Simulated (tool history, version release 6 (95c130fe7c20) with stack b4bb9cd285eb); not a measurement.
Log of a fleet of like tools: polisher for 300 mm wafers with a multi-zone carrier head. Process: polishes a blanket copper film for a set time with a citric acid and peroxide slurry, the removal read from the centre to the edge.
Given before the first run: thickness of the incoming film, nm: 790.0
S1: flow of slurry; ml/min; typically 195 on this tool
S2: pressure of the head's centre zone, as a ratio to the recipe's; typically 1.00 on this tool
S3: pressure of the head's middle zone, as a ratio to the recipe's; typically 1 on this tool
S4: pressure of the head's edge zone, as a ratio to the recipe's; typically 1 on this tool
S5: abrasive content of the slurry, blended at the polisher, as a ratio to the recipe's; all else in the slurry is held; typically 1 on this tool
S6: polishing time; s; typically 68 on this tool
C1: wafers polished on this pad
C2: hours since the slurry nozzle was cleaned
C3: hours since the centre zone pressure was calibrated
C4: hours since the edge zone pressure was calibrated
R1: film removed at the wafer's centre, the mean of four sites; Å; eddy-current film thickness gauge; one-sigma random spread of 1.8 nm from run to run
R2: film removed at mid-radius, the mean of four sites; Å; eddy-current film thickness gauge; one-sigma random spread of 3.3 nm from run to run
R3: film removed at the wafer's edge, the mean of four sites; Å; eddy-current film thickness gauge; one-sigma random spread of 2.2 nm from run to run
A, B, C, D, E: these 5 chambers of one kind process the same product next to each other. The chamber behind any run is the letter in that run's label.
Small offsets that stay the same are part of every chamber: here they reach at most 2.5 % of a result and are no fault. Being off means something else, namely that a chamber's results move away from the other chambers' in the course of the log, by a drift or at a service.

run,hour,S1,S2,S3,S4,S5,S6,C1,C2,C3,C4,R1,R2,R3
1A,6.2,195,1.00,1,1,1,68,248,411.1,269.0,1096.8,2458.3,2488.3,2514.1
# hour 8.4: chamber A: slurry nozzle cleaned
2B,15.4,195,1.00,1,1,1,68,470,394.4,855.9,105.7,2451.7,2425.9,2482.9
# hour 19.0: chamber B: centre zone pressure recalibrated
3E,24.5,195,1.00,1,1,1,68,496,32.8,389.3,169.5,2517.9,2476.5,2460.0
# hour 29.2: chamber A: worn pad replaced by a new one
4D,30.2,195,1.00,1,1,1,68,439,337.2,240.8,58.4,2449.4,2500.7,2450.4
5C,35.1,195,1.00,1,1,1,68,579,349.8,258.8,106.6,2434.8,2493.6,2443.6
6C,41.6,195,1.00,1,1,1,68,640,356.3,265.3,113.1,2456.8,2500.4,2428.4
7D,45.8,195,1.00,1,1,1,68,585,352.8,256.4,74.0,2442.3,2383.9,2449.9
# hour 46.6: chamber D: slurry nozzle cleaned
8A,54.7,195,1.00,1,1,1,68,239,46.4,317.5,1145.3,2472.6,2522.8,2465.1
9B,60.8,195,1.00,1,1,1,68,894,439.8,41.9,151.1,2446.9,2487.0,2412.8
10E,65.2,195,1.00,1,1,1,68,876,73.5,430.0,210.2,2459.3,2495.0,2448.3
11D,70.2,195,1.00,1,1,1,68,813,23.6,280.8,98.4,2450.1,2473.3,2478.2
12E,77.4,195,1.00,1,1,1,68,990,85.7,442.2,222.4,2496.8,2491.6,2458.5
# hour 78.1: chamber A: worn pad replaced by a new one
# hour 78.6: chamber B: worn pad replaced by a new one
13A,82.5,195,1.00,1,1,1,68,41,74.2,345.3,1173.1,2452.0,2509.0,2491.1
# hour 87.7: chamber C: worn pad replaced by a new one
14C,88.9,195,1.00,1,1,1,68,11,403.6,312.6,160.4,2495.7,2547.5,2425.3
# hour 93.6: chamber E: worn pad replaced by a new one
15B,94.6,195,1.00,1,1,1,68,149,473.6,75.7,184.9,2440.4,2469.8,2442.8
16A,98.9,195,1.00,1,1,1,68,194,90.6,361.7,1189.5,2509.7,2491.8,2460.3
17D,103.1,195,1.00,1,1,1,68,1120,56.5,313.7,131.3,2445.4,2435.5,2465.7
18C,107.4,195,1.00,1,1,1,68,184,422.1,331.1,178.9,2431.6,2547.3,2459.5
19E,111.9,195,1.00,1,1,1,68,171,120.2,476.7,256.9,2476.9,2420.4,2480.2
20B,116.3,195,1.00,1,1,1,68,352,495.3,97.4,206.6,2457.1,2473.8,2449.4
# hour 121.0: chamber C: slurry nozzle cleaned
21D,124.8,195,1.00,1,1,1,68,1323,78.2,335.4,153.0,2417.5,2416.6,2369.3
22E,131.9,195,1.00,1,1,1,68,358,140.2,496.7,276.9,2463.1,2551.7,2481.8
23B,137.7,195,1.00,1,1,1,68,552,516.7,118.8,228.0,2453.0,2404.8,2394.9
# hour 138.0: chamber A: worn pad replaced by a new one
24A,145.5,195,1.00,1,1,1,68,70,137.2,408.3,1236.1,2479.8,2541.7,2461.9
25C,149.6,195,1.00,1,1,1,68,578,28.7,373.3,221.1,2479.4,2560.3,2455.7
# hour 154.9: chamber B: slurry nozzle cleaned
26D,156.8,195,1.00,1,1,1,68,1622,110.2,367.4,185.0,2338.8,2343.0,2372.3
# hour 158.8: chamber A: edge zone pressure recalibrated
27A,165.4,195,1.00,1,1,1,68,256,157.1,428.2,6.7,2470.0,2415.0,2426.6
28C,173.1,195,1.00,1,1,1,68,798,52.2,396.8,244.6,2464.9,2561.7,2442.2
29B,180.5,195,1.05,1,1,1,68,952,25.7,161.6,270.8,2568.3,2423.8,2463.9
30E,187.9,195,1.05,1,1,1,68,881,196.2,552.7,332.9,2610.6,2491.5,2468.8

Is one chamber out of step, is the gauge drifting, or do the chambers differ by no more than their own small offsets? For an off chamber, give its letter and the likeliest cause.

It is chamber D that slowly wanders off from its peers.
Cause: removal rate lost through wear of the pad, % = 6.99.
The log may not tell that from: slurry flow missing at the pad, %.

Which of the 4 candidates below, each the usual settings with something changed and its results left as question marks, puts chamber D back in line with what the other chambers give on the usual settings?
In line here means within this much of the mean the other chambers give on the usual settings: R1 63.0 Å; R2 110.0 Å; R3 75.0 Å
31D-1,194.7,200,1.00,1.03,0.99,1,77,,,,,?,?,?
31D-2,194.7,190,1.00,0.97,1.01,1,60,,,,,?,?,?
31D-3,194.7,200,1.00,1.02,1.00,1,72,,,,,?,?,?
31D-4,194.7,190,1.00,0.98,1.00,1,64,,,,,?,?,?

Usual-settings mean across the other chambers: R1 2457.0 Å; R2 2481.6 Å; R3 2449.6 Å
run,R1,R2,R3
31D-1,2593.8,2682.2,2578.8
31D-2,2003.2,1963.1,2021.3
31D-3,2425.2,2485.6,2424.6
31D-4,2136.9,2113.8,2144.4
31D-3 brings the chamber back in line.

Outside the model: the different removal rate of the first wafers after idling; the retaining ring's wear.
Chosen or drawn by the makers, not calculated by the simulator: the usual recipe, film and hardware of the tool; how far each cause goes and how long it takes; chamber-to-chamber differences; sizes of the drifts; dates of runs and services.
